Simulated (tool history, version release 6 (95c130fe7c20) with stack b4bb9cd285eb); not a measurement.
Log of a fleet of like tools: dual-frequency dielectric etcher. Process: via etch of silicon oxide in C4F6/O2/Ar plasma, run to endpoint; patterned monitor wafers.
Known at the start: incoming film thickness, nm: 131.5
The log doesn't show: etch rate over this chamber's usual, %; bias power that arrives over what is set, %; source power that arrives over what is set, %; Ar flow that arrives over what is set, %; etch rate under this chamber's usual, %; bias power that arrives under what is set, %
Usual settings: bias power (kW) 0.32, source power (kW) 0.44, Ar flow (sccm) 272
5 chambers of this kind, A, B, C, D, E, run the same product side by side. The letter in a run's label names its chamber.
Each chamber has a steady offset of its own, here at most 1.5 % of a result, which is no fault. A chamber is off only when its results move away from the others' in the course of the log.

run,hour,bias power (kW),source power (kW),Ar flow (sccm),hours since the last wet clean,hours since the last bias power generator calibration,hours since the last source power generator calibration,hours since the last Ar flow controller change,endpoint time (s)
1A,7.6,0.32,0.44,272,349.2,4031.8,2075.8,503.8,32.701
2B,17.3,0.32,0.44,272,396.3,690.3,1899.7,185.8,32.38
3E,26.2,0.32,0.44,272,138.1,1259.3,2319.6,3553.6,32.369
4D,36.7,0.32,0.44,272,240,2811.5,1179.2,1737.6,31.941
5C,49.6,0.32,0.44,272,118,1314,1665.7,1303,32.074
6C,63.6,0.32,0.44,272,132,1328,1679.7,1317,32.362
# hour 71.4: chamber A: bias power generator calibrated
7D,72.2,0.32,0.44,272,275.5,2847,1214.7,1773.1,32.192
8B,80.8,0.32,0.44,272,459.8,753.8,1963.2,249.3,32.765
9A,89.5,0.32,0.44,272,431.1,18.2,2157.7,585.7,32.497
10E,98.9,0.32,0.44,272,210.8,1332,2392.3,3626.3,32.96
# hour 106.4: chamber A: wet clean of the chamber
11C,108.1,0.344,0.44,272,176.5,1372.5,1724.2,1361.5,31.281
12D,121.1,0.344,0.44,272,324.4,2895.9,1263.6,1822,31.276
13A,134.5,0.344,0.44,272,28.2,63.2,2202.7,630.7,31.707
14B,142.5,0.344,0.44,272,521.5,815.5,2024.9,311,31.874
15E,152.2,0.344,0.44,272,264.1,1385.3,2445.6,3679.6,31.825
16E,159.4,0.32,0.44,272,271.3,1392.5,2452.8,3686.8,32.927
17B,170.2,0.32,0.44,272,549.2,843.2,2052.6,338.7,32.53
18D,183.6,0.32,0.44,272,386.9,2958.4,1326.1,1884.5,32.34
19C,191.5,0.32,0.44,272,259.9,1455.9,1807.6,1444.9,31.912
20A,199,0.32,0.44,272,92.7,127.7,2267.2,695.2,32.306
21E,206.7,0.32,0.44,272,318.6,1439.8,2500.1,3734.1,33.313
22C,217.7,0.32,0.44,272,286.1,1482.1,1833.8,1471.1,32.088
# hour 219.5: chamber E: bias power generator calibrated
23D,227.8,0.32,0.44,272,431.1,3002.6,1370.3,1928.7,32.274
24B,237.8,0.32,0.44,272,616.8,910.8,2120.2,406.3,32.308
25A,244.6,0.32,0.44,272,138.3,173.3,2312.8,740.8,32.37
# hour 256.7: chamber A: source power generator calibrated
26B,259.6,0.32,0.44,272,638.6,932.6,2142,428.1,32.777
# hour 268.8: chamber D: bias power generator calibrated
27A,270.1,0.32,0.44,272,163.8,198.8,13.5,766.3,32.636
28D,284.1,0.32,0.44,272,487.4,15.4,1426.6,1985,32.378
29C,299.3,0.32,0.44,272,367.7,1563.7,1915.4,1552.7,31.893
30E,307.2,0.32,0.44,272,419.1,87.8,2600.6,3834.6,33.27
31C,321.8,0.32,0.44,272,390.2,1586.2,1937.9,1575.2,32.054
# hour 328: chamber B: wet clean of the chamber
32B,335.2,0.32,0.44,272,7.3,1008.2,2217.6,503.7,32.39
33E,348.5,0.385,0.44,272,460.4,129.1,2641.9,3875.9,31.396
34D,355.4,0.385,0.44,272,558.7,86.7,1497.9,2056.3,30.232
35A,364.7,0.385,0.44,272,258.4,293.4,108.1,860.9,30.507
36A,374.6,0.385,0.44,272,268.3,303.3,118,870.8,30.655
37C,383.1,0.385,0.44,272,451.5,1647.5,1999.2,1636.5,29.934
38B,396.3,0.32,0.44,272,68.4,1069.3,2278.7,564.8,32.024
39E,406.4,0.32,0.44,272,518.3,187,2699.8,3933.8,33.925
40D,417,0.32,0.44,272,620.3,148.3,1559.5,2117.9,32.208
41D,425.8,0.32,0.44,272,629.1,157.1,1568.3,2126.7,32.179
42C,435.1,0.32,0.44,272,503.5,1699.5,2051.2,1688.5,32.246
43E,449.6,0.32,0.44,272,561.5,230.2,2743,3977,34.048
44A,457.8,0.32,0.44,272,351.5,386.5,201.2,954,32.777

What goes on in this fleet: one chamber off, a drifting gauge, or nothing beyond the chambers' own small offsets? Name the chamber and the cause, if any.

Chamber E drifts away from the others.
Cause: etch rate under this chamber's usual, % = 4.98.

Here are 4 candidates for chamber E's next run, each the usual settings with a change, their results left as question marks. Which one brings its results back in line with what the others give on the usual settings?
In line means no further than this from the other chambers' mean on the usual settings: endpoint time (s) 0.61
45E-1,468.9,0.421,0.44,245,,,,,?
45E-2,468.9,0.32,0.33,272,,,,,?
45E-3,468.9,0.271,0.44,272,,,,,?
45E-4,468.9,0.32,0.44,177,,,,,?

The other chambers' mean on the usual settings: endpoint time (s) 32.314
run,endpoint time (s)
45E-1,30.601
45E-2,38.127
45E-3,36.17
45E-4,32.577
45E-4 brings the chamber back in line.
